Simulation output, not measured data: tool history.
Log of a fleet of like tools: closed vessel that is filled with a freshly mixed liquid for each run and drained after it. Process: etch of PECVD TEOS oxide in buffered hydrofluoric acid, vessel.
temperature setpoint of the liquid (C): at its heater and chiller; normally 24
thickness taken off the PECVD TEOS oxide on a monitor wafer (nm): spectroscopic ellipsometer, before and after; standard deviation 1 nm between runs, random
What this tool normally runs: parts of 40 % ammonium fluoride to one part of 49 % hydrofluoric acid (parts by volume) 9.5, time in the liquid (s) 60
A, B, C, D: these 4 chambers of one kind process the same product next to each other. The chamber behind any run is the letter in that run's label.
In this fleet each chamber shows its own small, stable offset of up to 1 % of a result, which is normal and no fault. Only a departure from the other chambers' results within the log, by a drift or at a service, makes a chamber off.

run   hour  temperature setpoint of the liquid (C)  parts of 40 % ammonium fluoride to one part of 49 % hydrofluoric acid (parts by volume)  time in the liquid (s)  read-back film thickness of the PECVD TEOS oxide reference wafer, read on the same gauge (nm)  thickness taken off the PECVD TEOS oxide on a monitor wafer (nm)
 1D    7.5                                      24                                                                                      9.5                      60                                                                                         60.001                                                            158.25
 2B     18                                      24                                                                                      9.5                      60                                                                                             60                                                            156.11
 3C   27.5                                      24                                                                                      9.5                      60                                                                                         59.987                                                            157.04
 4A   37.9                                      24                                                                                      9.5                      60                                                                                          59.98                                                            158.21
 5D   47.7                                      24                                                                                      9.5                      60                                                                                         60.033                                                            158.36
 6C   57.6                                      24                                                                                      9.5                      60                                                                                         59.995                                                            157.05
 7A   62.5                                      24                                                                                      9.5                      60                                                                                         60.016                                                            159.58
 8B   71.1                                      24                                                                                      9.5                      60                                                                                         60.023                                                            155.74
 9B   80.3                                      24                                                                                      9.5                      60                                                                                         60.029                                                            157.43
10C   86.6                                    28.5                                                                                      9.5                      40                                                                                         59.974                                                            135.22
11D   91.9                                    28.5                                                                                      9.5                      40                                                                                         59.995                                                            133.25
12A   97.3                                    28.5                                                                                      9.5                      40                                                                                         59.991                                                             133.4
13A  107.3                                    28.5                                                                                      9.5                      40                                                                                         60.018                                                            135.37
14C  114.9                                      24                                                                                      9.5                      60                                                                                         59.979                                                            156.71
15B  121.8                                      24                                                                                      9.5                      60                                                                                         59.984                                                            157.91
     129.8  -- chamber B: hydrofluoric acid flow meter replaced
16D    132                                      24                                                                                      9.5                      60                                                                                         60.009                                                            158.93
17B  140.9                                      24                                                                                      9.5                      60                                                                                         59.999                                                            158.17
18A  150.1                                      24                                                                                      9.5                      60                                                                                         59.973                                                             159.1
19D    156                                      24                                                                                        8                      60                                                                                         60.008                                                            184.97
20C  166.9                                      24                                                                                        8                      60                                                                                         60.007                                                            183.38
21B    174                                      24                                                                                        8                      60                                                                                         60.018                                                               184
22C  179.4                                      24                                                                                        8                      60                                                                                         59.989                                                            185.06
23A    189                                    21.5                                                                                        6                      60                                                                                         59.989                                                             214.6
24D  199.2                                    21.5                                                                                        6                      60                                                                                         59.997                                                            216.02
25D  204.4                                    21.5                                                                                        6                      60                                                                                         60.006                                                            215.77
26C  209.2                                    21.5                                                                                        6                      60                                                                                          60.03                                                            211.89
27B  214.9                                      24                                                                                      9.5                      60                                                                                         60.025                                                             157.5
28A    221                                      24                                                                                      9.5                      60                                                                                         59.987                                                            157.44
29D  228.9                                      24                                                                                      9.5                      60                                                                                         59.991                                                            157.06

Next, every chamber runs the same settings. What will each give?
30A  236.7                                      24                                                                                      9.5                      60                                                                                                                                                                ?
30B  236.7                                      24                                                                                      9.5                      60                                                                                                                                                                ?
30C  236.7                                      24                                                                                      9.5                      60                                                                                                                                                                ?
30D  236.7                                      24                                                                                      9.5                      60                                                                                                                                                                ?

run  thickness taken off the PECVD TEOS oxide on a monitor wafer (nm)
30A                                                             160.1
30B                                                            157.14
30C                                                            156.46
30D                                                            158.22

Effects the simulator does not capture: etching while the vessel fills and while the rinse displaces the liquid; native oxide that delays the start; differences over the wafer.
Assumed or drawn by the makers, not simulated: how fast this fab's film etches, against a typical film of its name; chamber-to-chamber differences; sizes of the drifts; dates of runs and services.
